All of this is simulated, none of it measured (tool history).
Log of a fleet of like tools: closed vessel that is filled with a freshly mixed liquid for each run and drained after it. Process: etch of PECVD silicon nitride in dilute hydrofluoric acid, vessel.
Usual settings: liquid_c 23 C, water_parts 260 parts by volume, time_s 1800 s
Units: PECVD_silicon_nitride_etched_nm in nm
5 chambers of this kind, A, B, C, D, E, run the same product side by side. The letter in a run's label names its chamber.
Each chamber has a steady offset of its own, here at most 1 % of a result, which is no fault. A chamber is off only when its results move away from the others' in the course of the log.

run     day  liquid_c  water_parts  time_s  read-back film thickness of the PECVD silicon nitride reference wafer, read on the same gauge (nm)  PECVD_silicon_nitride_etched_nm
 1E   0.258        23          260    1800                                                                                              79.994                           15.162
 2C   0.525        23          260    1800                                                                                              80.007                           15.217
 3A   0.733        23          260    1800                                                                                              79.997                           15.422
 4D   1.021        23          260    1800                                                                                              80.004                           15.267
 5B     1.2        25          260    2295                                                                                              80.003                           22.138
 6C   1.542        25          260    2295                                                                                              79.983                           22.172
 7B   1.708        25          260    2295                                                                                              80.008                           21.876
 8E   2.062        25          260    2295                                                                                              80.009                           22.067
 9A   2.246        25          260    2295                                                                                              80.044                           22.233
10D   2.467        23          260    1800                                                                                              79.972                           15.377
11B   2.854        23          260    1800                                                                                              79.992                           15.202
       2.95  -- chamber A: thermometer replaced
12D   3.075        23          260    1800                                                                                              80.015                           15.499
      3.267  -- chamber B: hydrofluoric acid flow meter replaced
13C   3.454        23          260    1800                                                                                              79.971                           15.539
14E   3.654        23          260    1800                                                                                               80.02                           15.538
      3.771  -- chamber A: hydrofluoric acid flow meter replaced
15A   3.896        23          260    1800                                                                                              79.997                            15.69
16E    4.25        23          260    1800                                                                                              79.999                           15.305
17D   4.638        23          260    1800                                                                                              80.007                           15.516
18A   4.946      20.5          175    1800                                                                                              80.008                           19.254
19B   5.212      20.5          175    1800                                                                                              80.036                           19.549
20C   5.492      20.5          175    1800                                                                                               79.99                           19.367
21C   5.746      20.5          175    1800                                                                                              79.964                           19.199
22B   5.954      20.5          175    1800                                                                                              80.024                           19.711
23D   6.229        23          260    1800                                                                                              80.007                           15.553
24E   6.408        23          345    1160                                                                                              80.005                           7.4155
25A   6.629        23          345    1160                                                                                              79.982                           7.5179
26B   6.971        23          345    1160                                                                                              80.023                           7.7187
27D   7.196        23          345    1160                                                                                              80.013                           7.6084
28C   7.433        23          345    1160                                                                                              80.005                           7.5662
29E   7.688        23          260    1800                                                                                              79.991                            15.37
30A   7.904        23          260    1800                                                                                              80.028                           15.432
31B     8.1        23          260    1800                                                                                              80.033                           16.166
32E    8.35        23          260    1800                                                                                              80.016                           15.202
33D   8.608        23          260    1800                                                                                              80.007                           15.616
34A   8.883        23          260    1800                                                                                               79.96                            15.38
35C   9.225        23          260    1800                                                                                              80.014                           15.173
36E   9.596        23          260    1800                                                                                              80.026                           15.149
37C   9.808        23          260    1800                                                                                              80.013                           15.412
38D  10.058        23          175    2235                                                                                              80.007                           28.064
39B  10.296        23          175    2235                                                                                              79.962                           30.756

All 5 chambers run these settings next. Forecast each chamber's results:
40A  10.575        23          260    2285                                                                                                                                    ?
40B  10.575        23          260    2285                                                                                                                                    ?
40C  10.575        23          260    2285                                                                                                                                    ?
40D  10.575        23          260    2285                                                                                                                                    ?
40E  10.575        23          260    2285                                                                                                                                    ?

run  PECVD_silicon_nitride_etched_nm
40A                           19.721
40B                           21.064
40C                           19.276
40D                           19.319
40E                           19.313
